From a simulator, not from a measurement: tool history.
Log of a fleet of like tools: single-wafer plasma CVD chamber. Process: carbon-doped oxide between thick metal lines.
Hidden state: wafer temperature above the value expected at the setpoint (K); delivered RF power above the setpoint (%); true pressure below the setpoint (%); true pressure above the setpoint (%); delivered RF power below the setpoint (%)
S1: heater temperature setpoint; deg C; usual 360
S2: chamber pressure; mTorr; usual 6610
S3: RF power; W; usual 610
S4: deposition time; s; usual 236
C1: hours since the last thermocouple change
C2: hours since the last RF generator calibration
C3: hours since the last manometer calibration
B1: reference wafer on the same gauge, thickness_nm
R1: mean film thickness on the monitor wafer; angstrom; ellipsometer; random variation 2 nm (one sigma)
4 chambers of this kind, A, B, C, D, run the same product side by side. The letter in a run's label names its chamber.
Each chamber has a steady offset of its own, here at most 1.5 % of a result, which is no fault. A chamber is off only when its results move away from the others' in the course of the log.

run,hour,S1,S2,S3,S4,C1,C2,C3,B1,R1
1B,10.5,360,6610,610,236,1247.2,753.5,39,1570.7,13519
2A,22.5,360,6610,610,236,727.9,1452.5,311.3,1570.1,13477
3D,35.5,360,6610,610,236,398.8,2087.7,676.6,1571.2,13597
4C,46.8,360,6610,610,236,653.5,1032.2,1913.8,1572.1,13725
# hour 50.5: chamber A: RF generator calibrated
5D,56.1,360,6610,610,236,419.4,2108.3,697.2,1572.1,13626
6A,66.7,360,6610,610,236,772.1,16.2,355.5,1572.7,13534
7B,79.5,360,6610,610,236,1316.2,822.5,108,1573.4,13572
8C,88.8,360,6610,610,236,695.5,1074.2,1955.8,1573.9,13761
9A,96.8,360,6610,610,236,802.2,46.3,385.6,1572.8,13541
10D,108.2,360,6610,610,236,471.5,2160.4,749.3,1573.5,13644
11B,115.2,360,6610,610,236,1351.9,858.2,143.7,1573.9,13588
# hour 122.1: chamber C: capacitance manometer re-zeroed and calibrated
12C,124.9,360,6610,540,236,731.6,1110.3,2.9,1574.8,12866
13C,136.9,360,6610,540,236,743.6,1122.3,14.9,1575.5,12810
14D,143.2,360,6610,540,236,506.5,2195.4,784.3,1574.8,12705
15B,152.8,360,6610,540,236,1389.5,895.8,181.3,1576,12644
16A,161.1,374,6610,610,236,866.5,110.6,449.9,1575.7,13151
17A,170.3,374,6610,610,236,875.7,119.8,459.1,1576.7,13133
18B,180,374,6610,610,236,1416.7,923,208.5,1576.3,13164
19D,191.4,374,6610,610,236,554.7,2243.6,832.5,1576.1,13261
# hour 192.4: chamber C: thermocouple changed; heater temperature recalibrated
# hour 197.2: chamber D: RF generator calibrated
20C,202.6,360,6610,610,236,10.2,1188,80.6,1578.3,13758
# hour 204.6: chamber C: RF generator calibrated
21B,210.4,360,6610,610,236,1447.1,953.4,238.9,1577.6,13615
22C,222.5,360,6610,570,202,30.1,17.9,100.5,1578.8,11345
23D,230.5,360,6610,570,202,593.8,33.4,871.6,1578.5,11259
24A,241.5,360,6610,570,202,946.9,191,530.3,1578.5,11164
25A,247.2,360,6610,570,202,952.6,196.7,536,1578.3,11167
26C,254.3,360,6610,610,236,61.9,49.7,132.3,1579.4,13807
# hour 258.4: chamber D: capacitance manometer re-zeroed and calibrated
27D,262.8,360,6610,610,236,626.1,65.7,4.4,1579.8,13720

What goes on in this fleet: one chamber off, a drifting gauge, or nothing beyond the chambers' own small offsets? Name the chamber and the cause, if any.

The gauge drifts, so all chambers seem to drift together. No chamber is off.
Cause: gauge reads high (%) = 0.617.
